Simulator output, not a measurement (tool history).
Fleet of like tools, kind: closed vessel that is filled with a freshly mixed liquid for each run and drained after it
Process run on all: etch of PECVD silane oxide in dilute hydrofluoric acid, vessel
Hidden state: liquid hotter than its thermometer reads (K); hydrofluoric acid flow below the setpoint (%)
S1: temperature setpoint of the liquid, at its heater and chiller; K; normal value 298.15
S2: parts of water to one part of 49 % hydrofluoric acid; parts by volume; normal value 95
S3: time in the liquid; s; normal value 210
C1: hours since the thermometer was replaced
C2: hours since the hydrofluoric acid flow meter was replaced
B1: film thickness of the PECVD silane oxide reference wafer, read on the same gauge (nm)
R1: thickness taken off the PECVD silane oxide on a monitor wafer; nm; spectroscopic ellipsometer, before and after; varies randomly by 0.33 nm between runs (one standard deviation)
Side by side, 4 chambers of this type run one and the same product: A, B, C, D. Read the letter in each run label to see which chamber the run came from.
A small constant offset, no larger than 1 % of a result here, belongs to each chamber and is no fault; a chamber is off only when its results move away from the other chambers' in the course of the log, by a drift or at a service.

run,day,S1,S2,S3,C1,C2,B1,R1
1C,0.329,298.15,95,210,1251.6,640.9,60.026,48.783
2D,0.512,298.15,95,210,1411.4,588.3,60.015,48.439
3A,0.838,298.15,95,210,79.1,28.2,59.979,48.643
4B,1.154,298.15,95,210,1185.3,697.1,59.984,48.864
5C,1.442,298.15,95,210,1278.3,667.6,59.983,48.613
6A,1.612,298.15,95,210,97.7,46.8,60.004,48.219
7B,1.892,298.15,95,210,1203.0,714.8,60.020,48.456
8D,2.217,298.15,95,210,1452.3,629.2,60.016,48.505
9D,2.562,298.15,95,210,1460.6,637.5,59.942,48.298
10A,2.800,298.15,95,210,126.2,75.3,60.013,48.672
11B,3.046,298.15,95,210,1230.7,742.5,60.013,48.509
12C,3.300,298.15,95,170,1322.9,712.2,60.022,39.465
13C,3.662,298.15,95,170,1331.6,720.9,59.986,38.733
14D,3.996,298.15,95,170,1495.0,671.9,59.987,39.444
15B,4.175,298.15,95,170,1257.8,769.6,59.991,39.449
16A,4.538,298.15,95,210,167.9,117.0,59.983,48.925
17B,4.800,298.15,95,210,1272.8,784.6,59.970,48.445
18D,5.046,298.15,95,210,1520.2,697.1,60.012,49.270
19A,5.412,298.15,95,210,188.9,138.0,59.973,48.608
20C,5.629,298.15,95,210,1378.8,768.1,60.041,48.735
21A,5.975,298.15,95,210,202.4,151.5,60.026,49.204
22B,6.275,298.15,95,210,1308.2,820.0,59.951,48.450
23C,6.596,298.15,95,210,1402.0,791.3,59.978,49.087
24D,6.850,298.15,95,210,1563.5,740.4,59.955,49.627
25B,7.208,298.15,95,210,1330.6,842.4,60.023,49.040
26D,7.496,301.15,95,210,1579.0,755.9,60.008,56.294
27A,7.867,301.15,95,210,247.8,196.9,60.001,54.670
28C,8.054,301.15,95,210,1437.0,826.3,60.029,54.468
29B,8.346,301.15,95,210,1357.9,869.7,59.999,54.139
30D,8.529,298.15,95,210,1603.8,780.7,59.990,50.658

Is one chamber out of step, is the gauge drifting, or do the chambers differ by no more than their own small offsets? For an off chamber, give its letter and the likeliest cause.

Chamber D drifts away from the others.
What lies behind it: liquid hotter than its thermometer reads (K) = 0.949.
The log may not separate it from: hydrofluoric acid flow above the setpoint (%).

Here are 4 candidates for chamber D's next run, each the usual settings with a change, their results left as question marks. Which one brings its results back in line with what the others give on the usual settings?
Maximum distance from the other chambers' mean on the usual settings for a result to count as in line: R1 1.200 nm
31D-1,8.800,300.15,95,210,,,,?
31D-2,8.800,298.15,95,205,,,,?
31D-3,8.800,298.15,95,215,,,,?
31D-4,8.800,298.15,100,205,,,,?

Mean of the other chambers on the usual settings: R1 48.582 nm
run,R1
31D-1,54.227
31D-2,48.992
31D-3,51.382
31D-4,46.238
The right change is 31D-2: it brings the chamber back within the allowed miss of the others.

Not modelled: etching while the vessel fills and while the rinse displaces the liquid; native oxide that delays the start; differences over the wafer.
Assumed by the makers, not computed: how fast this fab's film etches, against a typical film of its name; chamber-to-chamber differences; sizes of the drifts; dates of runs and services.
